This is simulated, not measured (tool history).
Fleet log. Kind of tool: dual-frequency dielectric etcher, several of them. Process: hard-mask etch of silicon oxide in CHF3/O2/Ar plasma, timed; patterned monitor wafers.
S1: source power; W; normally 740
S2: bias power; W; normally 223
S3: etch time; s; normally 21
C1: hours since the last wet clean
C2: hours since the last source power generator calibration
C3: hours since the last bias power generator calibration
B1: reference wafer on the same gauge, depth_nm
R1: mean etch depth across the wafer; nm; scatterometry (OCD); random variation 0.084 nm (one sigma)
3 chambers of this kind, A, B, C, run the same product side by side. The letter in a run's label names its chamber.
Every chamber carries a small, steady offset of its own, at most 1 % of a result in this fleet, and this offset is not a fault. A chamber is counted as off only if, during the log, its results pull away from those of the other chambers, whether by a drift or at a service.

run	hour	S1	S2	S3	C1	C2	C3	B1	R1
1B	7.8	740	223	21	224.2	2434.3	429.8	48.803	48.374
2C	22.3	740	223	21	404.7	1312.3	139.5	48.761	48.017
3A	30.2	740	223	21	61.1	1471.1	881.5	48.754	48.399
4A	38.5	740	223	21	69.4	1479.4	889.8	48.802	48.559
5B	50.1	680	249	21	266.5	2476.6	472.1	48.775	48.653
6C	64.3	680	249	21	446.7	1354.3	181.5	48.747	48.299
7C	80.4	680	249	21	462.8	1370.4	197.6	48.73	48.363
8A	94.3	740	223	21	125.2	1535.2	945.6	48.717	48.418
9B	102.6	590	223	21	319	2529.1	524.6	48.704	44.211
# hour 105.2: chamber C: wet clean of the chamber
10B	118.7	590	223	21	335.1	2545.2	540.7	48.682	44.247
11A	131.2	590	223	21	162.1	1572.1	982.5	48.688	44.559
12C	142.8	740	223	21	37.6	1432.8	260	48.7	47.827
13C	153.1	740	223	21	47.9	1443.1	270.3	48.677	47.801
14A	166.3	740	223	21	197.2	1607.2	1017.6	48.656	48.499
# hour 181: chamber B: wet clean of the chamber
15B	182.2	740	223	21	1.3	2608.7	604.2	48.655	48.164
16C	192.2	740	223	21	87	1482.2	309.4	48.635	47.978
17A	199.8	740	223	21	230.7	1640.7	1051.1	48.639	48.318
18B	215.9	740	223	21	35	2642.4	637.9	48.636	48.19
19A	231.8	740	223	21	262.7	1672.7	1083.1	48.615	48.206
20C	245.3	680	223	25	140.1	1535.3	362.5	48.595	55.136
21B	255.6	680	223	25	74.7	2682.1	677.6	48.568	55.343
22A	269.9	680	223	25	300.8	1710.8	1121.2	48.563	55.704
23B	280.1	740	223	21	99.2	2706.6	702.1	48.557	48.154
24C	294.4	740	223	21	189.2	1584.4	411.6	48.577	47.93
25C	307.8	740	223	21	202.6	1597.8	425	48.557	47.763
26B	319.9	740	223	21	139	2746.4	741.9	48.544	48.018
27A	335.1	830	263	21	366	1776	1186.4	48.528	53.589
28A	344.6	830	263	21	375.5	1785.5	1195.9	48.501	53.355
29B	352.7	830	263	21	171.8	2779.2	774.7	48.516	53.064
30C	363.7	740	223	21	258.5	1653.7	480.9	48.499	47.774
31A	379	740	223	21	409.9	1819.9	1230.3	48.488	48.382
32B	389.6	740	223	21	208.7	2816.1	811.6	48.485	48.02
33C	405.6	740	268	21	300.4	1695.6	522.8	48.477	50.719
34B	413.8	740	268	21	232.9	2840.3	835.8	48.452	51.267

Does one chamber stand apart from the rest, does the shared gauge drift, or is all well apart from small per-chamber offsets? Give the chamber and the most likely cause, where there is one.

The gauge drifts, so all chambers seem to drift together. No chamber is off.
Most likely cause: gauge reads low (%) = 0.718.
